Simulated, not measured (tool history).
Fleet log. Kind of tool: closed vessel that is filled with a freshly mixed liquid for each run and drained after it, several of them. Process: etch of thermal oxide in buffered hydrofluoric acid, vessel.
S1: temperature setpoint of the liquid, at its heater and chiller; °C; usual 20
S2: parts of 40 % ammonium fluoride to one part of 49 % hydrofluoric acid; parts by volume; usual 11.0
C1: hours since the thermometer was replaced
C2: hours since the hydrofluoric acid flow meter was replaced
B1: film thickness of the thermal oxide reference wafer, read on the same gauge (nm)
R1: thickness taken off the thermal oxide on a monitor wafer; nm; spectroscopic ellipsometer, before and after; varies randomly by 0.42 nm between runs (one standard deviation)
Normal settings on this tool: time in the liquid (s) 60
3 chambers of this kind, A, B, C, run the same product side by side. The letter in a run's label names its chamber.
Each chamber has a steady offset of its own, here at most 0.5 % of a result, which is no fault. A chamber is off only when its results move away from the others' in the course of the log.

{"run": "1C", "hour": 14.4, "S1": 20, "S2": 11.0, "time in the liquid (s)": 60, "C1": 100.1, "C2": 598.4, "B1": 149.97, "R1": 51.416}
{"run": "2B", "hour": 21.3, "S1": 20, "S2": 11.0, "time in the liquid (s)": 60, "C1": 518.0, "C2": 136.4, "B1": 149.98, "R1": 51.782}
{"run": "3A", "hour": 29.3, "S1": 20, "S2": 11.0, "time in the liquid (s)": 60, "C1": 1117.8, "C2": 197.1, "B1": 149.98, "R1": 51.323}
{"run": "4B", "hour": 41.2, "S1": 20, "S2": 11.0, "time in the liquid (s)": 60, "C1": 537.9, "C2": 156.3, "B1": 149.99, "R1": 51.453}
{"run": "5C", "hour": 53.0, "S1": 20, "S2": 11.0, "time in the liquid (s)": 60, "C1": 138.7, "C2": 637.0, "B1": 150.01, "R1": 50.914}
{"run": "6A", "hour": 66.6, "S1": 20, "S2": 11.0, "time in the liquid (s)": 60, "C1": 1155.1, "C2": 234.4, "B1": 150.01, "R1": 51.726}
{"run": "7C", "hour": 80.9, "S1": 20, "S2": 9.5, "time in the liquid (s)": 60, "C1": 166.6, "C2": 664.9, "B1": 149.99, "R1": 58.133}
{"run": "8A", "hour": 89.4, "S1": 20, "S2": 9.5, "time in the liquid (s)": 60, "C1": 1177.9, "C2": 257.2, "B1": 149.99, "R1": 58.231}
{"run": "9B", "hour": 98.1, "S1": 20, "S2": 9.5, "time in the liquid (s)": 60, "C1": 594.8, "C2": 213.2, "B1": 149.96, "R1": 57.92}
{"run": "10C", "hour": 107.6, "S1": 20, "S2": 9.0, "time in the liquid (s)": 60, "C1": 193.3, "C2": 691.6, "B1": 150.01, "R1": 60.934}
{"run": "11B", "hour": 118.0, "S1": 20, "S2": 9.0, "time in the liquid (s)": 60, "C1": 614.7, "C2": 233.1, "B1": 150.0, "R1": 59.813}
{"run": "12A", "hour": 129.1, "S1": 20, "S2": 9.0, "time in the liquid (s)": 60, "C1": 1217.6, "C2": 296.9, "B1": 150.03, "R1": 61.333}
{"run": "13A", "hour": 142.2, "S1": 20, "S2": 11.0, "time in the liquid (s)": 60, "C1": 1230.7, "C2": 310.0, "B1": 150.01, "R1": 51.861}
{"run": "14B", "hour": 151.3, "S1": 20, "S2": 11.0, "time in the liquid (s)": 60, "C1": 648.0, "C2": 266.4, "B1": 149.98, "R1": 51.126}
{"run": "15C", "hour": 165.4, "S1": 20, "S2": 11.0, "time in the liquid (s)": 60, "C1": 251.1, "C2": 749.4, "B1": 150.0, "R1": 50.802}
{"run": "16B", "hour": 178.7, "S1": 20, "S2": 11.0, "time in the liquid (s)": 60, "C1": 675.4, "C2": 293.8, "B1": 150.0, "R1": 51.89}
{"run": "17C", "hour": 189.6, "S1": 20, "S2": 11.0, "time in the liquid (s)": 60, "C1": 275.3, "C2": 773.6, "B1": 149.99, "R1": 51.261}
{"run": "18A", "hour": 204.1, "S1": 20, "S2": 11.0, "time in the liquid (s)": 60, "C1": 1292.6, "C2": 371.9, "B1": 150.0, "R1": 52.121}
{"run": "19B", "hour": 213.0, "S1": 20, "S2": 11.0, "time in the liquid (s)": 60, "C1": 709.7, "C2": 328.1, "B1": 150.03, "R1": 51.895}
{"run": "20A", "hour": 226.4, "S1": 20, "S2": 11.0, "time in the liquid (s)": 60, "C1": 1314.9, "C2": 394.2, "B1": 150.01, "R1": 52.229}
{"run": "21C", "hour": 237.6, "S1": 20, "S2": 11.0, "time in the liquid (s)": 60, "C1": 323.3, "C2": 821.6, "B1": 150.0, "R1": 51.507}
{"run": "22B", "hour": 248.5, "S1": 20, "S2": 11.0, "time in the liquid (s)": 60, "C1": 745.2, "C2": 363.6, "B1": 149.99, "R1": 51.549}
{"run": "23A", "hour": 261.6, "S1": 20, "S2": 11.0, "time in the liquid (s)": 60, "C1": 1350.1, "C2": 429.4, "B1": 150.02, "R1": 52.238}
{"run": "24C", "hour": 276.8, "S1": 20, "S2": 11.0, "time in the liquid (s)": 60, "C1": 362.5, "C2": 860.8, "B1": 149.99, "R1": 51.277}
{"run": "25B", "hour": 290.8, "S1": 20, "S2": 11.0, "time in the liquid (s)": 60, "C1": 787.5, "C2": 405.9, "B1": 149.98, "R1": 51.711}
{"run": "26A", "hour": 301.6, "S1": 20, "S2": 11.0, "time in the liquid (s)": 60, "C1": 1390.1, "C2": 469.4, "B1": 149.99, "R1": 53.936}
{"run": "27C", "hour": 312.5, "S1": 20, "S2": 11.0, "time in the liquid (s)": 60, "C1": 398.2, "C2": 896.5, "B1": 150.03, "R1": 50.861}
{"run": "28B", "hour": 322.4, "S1": 20, "S2": 11.0, "time in the liquid (s)": 60, "C1": 819.1, "C2": 437.5, "B1": 150.02, "R1": 50.709}
{"run": "29A", "hour": 329.4, "S1": 17, "S2": 13.5, "time in the liquid (s)": 60, "C1": 1417.9, "C2": 497.2, "B1": 150.0, "R1": 36.628}
{"run": "30C", "hour": 344.3, "S1": 17, "S2": 13.5, "time in the liquid (s)": 60, "C1": 430.0, "C2": 928.3, "B1": 150.01, "R1": 35.843}
{"run": "31A", "hour": 354.7, "S1": 17, "S2": 13.5, "time in the liquid (s)": 60, "C1": 1443.2, "C2": 522.5, "B1": 149.99, "R1": 36.822}
{"run": "32B", "hour": 368.0, "S1": 20, "S2": 13.5, "time in the liquid (s)": 50, "C1": 864.7, "C2": 483.1, "B1": 150.02, "R1": 34.939}
{"run": "33C", "hour": 378.0, "S1": 20, "S2": 13.5, "time in the liquid (s)": 50, "C1": 463.7, "C2": 962.0, "B1": 150.0, "R1": 34.777}
{"run": "34C", "hour": 391.0, "S1": 20, "S2": 13.5, "time in the liquid (s)": 50, "C1": 476.7, "C2": 975.0, "B1": 149.99, "R1": 34.776}
{"run": "35A", "hour": 404.9, "S1": 20, "S2": 11.0, "time in the liquid (s)": 60, "C1": 1493.4, "C2": 572.7, "B1": 149.98, "R1": 54.396}
{"run": "36B", "hour": 412.7, "S1": 20, "S2": 11.0, "time in the liquid (s)": 60, "C1": 909.4, "C2": 527.8, "B1": 149.98, "R1": 52.202}
{"run": "37C", "hour": 423.3, "S1": 17, "S2": 11.0, "time in the liquid (s)": 60, "C1": 509.0, "C2": 1007.3, "B1": 150.03, "R1": 43.709}

Next, every chamber runs the same settings. What will each give?
{"run": "38A", "hour": 434.3, "S1": 17, "S2": 11.0, "time in the liquid (s)": 60, "R1": "?"}
{"run": "38B", "hour": 434.3, "S1": 17, "S2": 11.0, "time in the liquid (s)": 60, "R1": "?"}
{"run": "38C", "hour": 434.3, "S1": 17, "S2": 11.0, "time in the liquid (s)": 60, "R1": "?"}

run=38A R1=44.834
run=38B R1=44.277
run=38C R1=43.491
